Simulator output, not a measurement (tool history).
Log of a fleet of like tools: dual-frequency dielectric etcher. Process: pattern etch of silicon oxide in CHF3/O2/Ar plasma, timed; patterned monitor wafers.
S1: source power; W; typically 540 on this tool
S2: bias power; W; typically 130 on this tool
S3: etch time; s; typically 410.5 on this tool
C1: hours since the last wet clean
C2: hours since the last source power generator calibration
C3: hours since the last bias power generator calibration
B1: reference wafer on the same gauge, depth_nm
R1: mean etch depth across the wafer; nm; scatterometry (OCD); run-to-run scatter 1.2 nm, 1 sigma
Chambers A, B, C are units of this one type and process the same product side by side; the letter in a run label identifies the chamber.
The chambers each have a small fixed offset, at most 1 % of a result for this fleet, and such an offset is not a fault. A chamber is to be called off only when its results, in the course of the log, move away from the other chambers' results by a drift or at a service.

run,day,S1,S2,S3,C1,C2,C3,B1,R1
1C,0.521,540,130,410.5,135.8,2385.9,239.2,665.26,708.64
2A,1.167,540,130,410.5,141.6,685.4,2010.9,665.34,698.92
3B,1.742,540,130,410.5,201.3,4278,960.5,665.29,697.49
4C,2.312,540,130,410.5,178.8,2428.9,282.2,665.59,706.94
5B,2.858,540,100,410.5,228.1,4304.8,987.3,665.62,642.03
6A,3.3,540,100,410.5,192.8,736.6,2062.1,665.88,646.04
7A,3.712,540,100,410.5,202.7,746.5,2072,666.32,645.85
8C,4.046,540,130,410.5,220.4,2470.5,323.8,666.13,708.37
9B,4.546,540,130,410.5,268.6,4345.3,1027.8,666.4,698.6
10A,5.108,540,130,410.5,236.2,780,2105.5,666.41,699.44
11C,5.633,540,130,410.5,258.5,2508.6,361.9,666.55,708.79
12B,6.267,540,130,410.5,309.9,4386.6,1069.1,666.48,699.72
13B,6.633,450,130,410.5,318.7,4395.4,1077.9,666.99,650.25
14A,7.229,450,130,410.5,287.1,830.9,2156.4,666.91,653.92
15C,7.717,450,130,410.5,308.5,2558.6,411.9,667.25,661.5
16C,8.029,540,130,410.5,316,2566.1,419.4,667.32,707.55
17A,8.642,540,130,410.5,321,864.8,2190.3,667.22,701.96
18B,9.196,540,130,410.5,380.2,4456.9,1139.4,667.29,699.36
# day 9.433: chamber B: source power generator calibrated
19C,9.704,540,130,410.5,356.2,2606.3,459.6,667.79,709.65
# day 10.138: chamber B: wet clean of the chamber
20A,10.254,540,130,410.5,359.7,903.5,2229,667.91,703.23
21B,10.879,540,130,410.5,17.8,34.8,1179.8,668.19,699.28
22A,11.479,540,130,410.5,389.1,932.9,2258.4,668.14,700.53
23B,12.042,540,130,410.5,45.7,62.7,1207.7,668.41,697.61
24C,12.592,540,130,410.5,425.5,2675.6,528.9,668.29,710.53
25C,12.929,540,130,410.5,433.6,2683.7,537,668.39,712.58
26A,13.425,540,130,410.5,435.8,979.6,2305.1,668.75,702.54
27B,13.7,540,130,410.5,85.5,102.5,1247.5,668.53,698.63
28B,14.242,540,130,410.5,98.5,115.5,1260.5,669.11,698.98
# day 14.458: chamber A: wet clean of the chamber
29C,14.75,540,130,410.5,477.3,2727.4,580.7,668.94,709.47
30A,15.333,540,130,410.5,21.1,1025.4,2350.9,669.22,702.39
31C,15.929,540,130,410.5,505.6,2755.7,609,669.47,710.93

Next, all 3 chambers run the settings below, one line each with question marks for the results. What does each chamber give?
32A,16.388,540,155,410.5,,,,,?
32B,16.388,540,155,410.5,,,,,?
32C,16.388,540,155,410.5,,,,,?

run,R1
32A,743.03
32B,741.71
32C,754.77
